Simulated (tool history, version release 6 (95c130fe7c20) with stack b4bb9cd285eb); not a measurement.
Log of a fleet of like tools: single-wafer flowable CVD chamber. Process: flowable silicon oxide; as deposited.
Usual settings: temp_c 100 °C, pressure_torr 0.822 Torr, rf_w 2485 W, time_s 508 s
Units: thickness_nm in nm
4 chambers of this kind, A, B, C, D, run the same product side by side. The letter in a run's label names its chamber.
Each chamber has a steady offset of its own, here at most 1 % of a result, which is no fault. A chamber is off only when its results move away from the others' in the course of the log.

run	hour	temp_c	pressure_torr	rf_w	time_s	hours since the last thermocouple change	hours since the last RF generator calibration	hours since the last manometer calibration	read-back reference wafer on the same gauge, thickness_nm	thickness_nm
1B	14.7	100	0.822	2485	508	312.1	2046.3	345.9	309.04	330.19
2D	24.8	100	0.822	2485	508	523.5	782.8	2182.1	309	327.87
3A	35.5	100	0.822	2485	508	570.2	103	890.9	308.87	330.14
4C	48.4	100	0.822	2485	508	1971.4	306.6	896.7	309.09	332.6
5B	64.8	100	0.822	2485	508	362.2	2096.4	396	309.12	333.46
# hour 73.7: chamber C: capacitance manometer re-zeroed and calibrated
6D	76.8	100	0.822	2485	508	575.5	834.8	2234.1	309.16	327.6
7A	92.6	100	0.822	2485	508	627.3	160.1	948	309.05	330.92
8C	102.2	100	0.822	2485	508	2025.2	360.4	28.5	308.97	330.46
9A	110.1	100	0.822	2485	508	644.8	177.6	965.5	308.91	329.33
10D	125.1	100	1.017	2485	607	623.8	883.1	2282.4	308.85	514.88
11C	135.6	100	1.017	2485	607	2058.6	393.8	61.9	309.07	513.36
12B	148.4	100	1.017	2485	607	445.8	2180	479.6	309.15	518.25
# hour 154.3: chamber B: RF generator calibrated
13B	160.1	100	1.017	2485	607	457.5	5.8	491.3	308.92	520.78
14C	175	100	0.822	2485	508	2098	433.2	101.3	309.03	331.72
15D	182.7	100	0.822	2485	508	681.4	940.7	2340	309.07	328.75
16A	189.8	100	0.822	2485	508	724.5	257.3	1045.2	308.96	331.94
17D	199.9	100	0.822	2485	508	698.6	957.9	2357.2	308.91	330.17
18A	208.3	100	0.822	2485	508	743	275.8	1063.7	309.01	331.37
19C	221.1	100	0.822	2485	508	2144.1	479.3	147.4	309.38	330.56
20B	229.2	100	0.822	2485	508	526.6	74.9	560.4	309.4	338.58
21D	236.8	100	0.822	2485	508	735.5	994.8	2394.1	308.9	327.69
22C	244.6	100	0.822	2485	508	2167.6	502.8	170.9	309.15	333.08
23B	253.5	100	0.822	2485	508	550.9	99.2	584.7	309.04	338.99
24A	269.3	100	0.899	2485	508	804	336.8	1124.7	309.08	370.36
25D	284.7	100	0.899	2485	508	783.4	1042.7	2442	308.95	369.13
26A	293.6	100	0.899	2485	508	828.3	361.1	1149	308.82	371.07
27C	306.4	100	0.899	2485	508	2229.4	564.6	232.7	309.07	372.98
28B	319.9	100	0.822	2485	508	617.3	165.6	651.1	309.09	342.02
29D	332.8	100	0.822	2485	508	831.5	1090.8	2490.1	308.97	329.51
30B	340.5	100	0.822	2485	508	637.9	186.2	671.7	309.08	342.64
31A	347.7	111	0.822	2485	508	882.4	415.2	1203.1	308.82	231.05

What goes on in this fleet: one chamber off, a drifting gauge, or nothing beyond the chambers' own small offsets? Name the chamber and the cause, if any.

Chamber B drifts away from the others.
Cause: true pressure above the setpoint (%) = 2.53.
The log may not tell that from: wafer temperature below the value expected at the setpoint (K).

Here are 4 candidates for chamber B's next run, each the usual settings with a change, their results left as question marks. Which one brings its results back in line with what the others give on the usual settings?
In line means no further than this from the other chambers' mean on the usual settings: thickness_nm 3.9 nm
32B-1	359.7	100	0.838	2490	513					?
32B-2	359.7	100	0.816	2485	506					?
32B-3	359.7	100	0.828	2485	510					?
32B-4	359.7	101	0.822	2485	508					?

The other chambers' mean on the usual settings: thickness_nm 330.49 nm
run	thickness_nm
32B-1	354.15
32B-2	337.85
32B-3	346.76
32B-4	330.83
32B-4 brings the chamber back in line.
